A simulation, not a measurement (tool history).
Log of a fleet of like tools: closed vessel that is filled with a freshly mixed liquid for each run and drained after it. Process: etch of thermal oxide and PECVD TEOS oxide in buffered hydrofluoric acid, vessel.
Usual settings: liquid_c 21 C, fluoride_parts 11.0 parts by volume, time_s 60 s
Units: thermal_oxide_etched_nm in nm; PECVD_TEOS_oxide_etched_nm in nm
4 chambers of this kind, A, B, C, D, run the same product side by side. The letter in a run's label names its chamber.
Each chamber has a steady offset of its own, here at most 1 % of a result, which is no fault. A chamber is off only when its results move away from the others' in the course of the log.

| run | day | liquid_c | fluoride_parts | time_s | hours since the thermometer was replaced | hours since the hydrofluoric acid flow meter was replaced | read-back film thickness of the thermal oxide reference wafer, read on the same gauge (nm) | read-back film thickness of the PECVD TEOS oxide reference wafer, read on the same gauge (nm) | thermal_oxide_etched_nm | PECVD_TEOS_oxide_etched_nm |
|---|---|---|---|---|---|---|---|---|---|---|
| 1A | 0.121 | 21 | 11.0 | 60 | 1562.3 | 1359.5 | 40.014 | 140.00 | 52.795 | 114.370 |
| 2B | 0.288 | 21 | 11.0 | 60 | 575.2 | 1025.5 | 40.006 | 139.99 | 53.303 | 113.620 |
| 3D | 0.404 | 21 | 11.0 | 60 | 79.9 | 653.0 | 39.986 | 139.97 | 52.458 | 112.800 |
| 4C | 0.554 | 21 | 11.0 | 60 | 52.0 | 1209.6 | 39.999 | 140.03 | 51.684 | 113.900 |
| 5D | 0.696 | 21 | 13.0 | 45 | 86.9 | 660.0 | 40.009 | 140.01 | 33.391 | 71.724 |
| 6A | 0.812 | 21 | 13.0 | 45 | 1578.9 | 1376.1 | 40.010 | 139.99 | 33.294 | 72.776 |
| 7C | 0.946 | 21 | 13.0 | 45 | 61.4 | 1219.0 | 39.998 | 140.03 | 32.937 | 72.182 |
| 8B | 1.071 | 21 | 13.0 | 45 | 594.0 | 1044.3 | 39.991 | 140.00 | 33.782 | 72.362 |
| 9B | 1.204 | 21 | 11.0 | 60 | 597.2 | 1047.5 | 40.006 | 139.98 | 53.002 | 113.970 |
| 10D | 1.321 | 21 | 11.0 | 60 | 101.9 | 675.0 | 40.007 | 140.00 | 52.835 | 112.750 |
| 11A | 1.442 | 21 | 11.0 | 60 | 1594.0 | 1391.2 | 40.002 | 140.01 | 52.456 | 115.670 |
| 12C | 1.608 | 23 | 11.0 | 40 | 77.3 | 1234.9 | 40.001 | 140.01 | 39.506 | 84.557 |
| 13A | 1.788 | 23 | 11.0 | 40 | 1602.3 | 1399.5 | 39.979 | 140.00 | 38.948 | 85.279 |
| 14D | 1.946 | 23 | 11.0 | 40 | 116.9 | 690.0 | 40.029 | 140.01 | 39.596 | 83.937 |
| 15B | 2.129 | 23 | 11.0 | 40 | 619.4 | 1069.7 | 39.985 | 140.01 | 38.917 | 84.461 |
| 16C | 2.292 | 21 | 11.0 | 60 | 93.7 | 1251.3 | 39.984 | 139.98 | 52.333 | 114.050 |
| 17C | 2.396 | 21 | 11.0 | 60 | 96.2 | 1253.8 | 39.988 | 139.98 | 51.765 | 114.660 |
| 18D | 2.508 | 21 | 11.0 | 60 | 130.4 | 703.5 | 39.982 | 140.01 | 52.391 | 113.280 |
|  | 2.596 | chamber A: hydrofluoric acid flow meter replaced |
| 19B | 2.662 | 21 | 11.0 | 60 | 632.2 | 1082.5 | 40.020 | 140.00 | 53.059 | 113.320 |
| 20A | 2.762 | 21 | 11.0 | 60 | 1625.7 | 4.1 | 39.989 | 139.98 | 52.235 | 114.910 |
| 21A | 2.908 | 21 | 11.0 | 60 | 1629.2 | 7.6 | 39.978 | 140.00 | 52.549 | 114.020 |
| 22C | 3.046 | 21 | 11.0 | 60 | 111.8 | 1269.4 | 40.009 | 139.99 | 51.314 | 113.920 |
| 23D | 3.192 | 21 | 11.0 | 60 | 146.8 | 719.9 | 39.989 | 139.99 | 53.088 | 113.950 |
| 24B | 3.325 | 21 | 11.0 | 60 | 648.1 | 1098.4 | 40.041 | 140.02 | 52.697 | 113.850 |
| 25A | 3.454 | 19 | 11.0 | 60 | 1642.3 | 20.7 | 39.988 | 139.98 | 46.790 | 102.900 |
| 26C | 3.558 | 19 | 11.0 | 60 | 124.1 | 1281.7 | 40.007 | 139.98 | 46.732 | 101.980 |
| 27B | 3.721 | 19 | 11.0 | 60 | 657.6 | 1107.9 | 39.995 | 140.01 | 47.204 | 102.160 |
| 28D | 3.804 | 19 | 11.0 | 60 | 161.5 | 734.6 | 39.971 | 140.03 | 46.924 | 100.920 |
| 29C | 3.908 | 21 | 9.5 | 90 | 132.5 | 1290.1 | 39.994 | 140.00 | 87.954 | 195.000 |
| 30D | 4.083 | 21 | 9.5 | 90 | 168.2 | 741.3 | 40.009 | 140.02 | 89.873 | 192.400 |
| 31A | 4.162 | 21 | 9.5 | 90 | 1659.3 | 37.7 | 39.987 | 139.99 | 90.827 | 193.380 |
| 32B | 4.271 | 21 | 9.5 | 90 | 670.8 | 1121.1 | 40.012 | 140.00 | 89.909 | 193.090 |
| 33A | 4.446 | 21 | 11.0 | 60 | 1666.1 | 44.5 | 39.975 | 140.02 | 52.913 | 114.590 |

Is one chamber off against the others, does the gauge drift, or is nothing wrong? If a chamber is off, say which, and what the likeliest cause is.

No chamber stands off beyond its own small offset, and the gauge holds steady.

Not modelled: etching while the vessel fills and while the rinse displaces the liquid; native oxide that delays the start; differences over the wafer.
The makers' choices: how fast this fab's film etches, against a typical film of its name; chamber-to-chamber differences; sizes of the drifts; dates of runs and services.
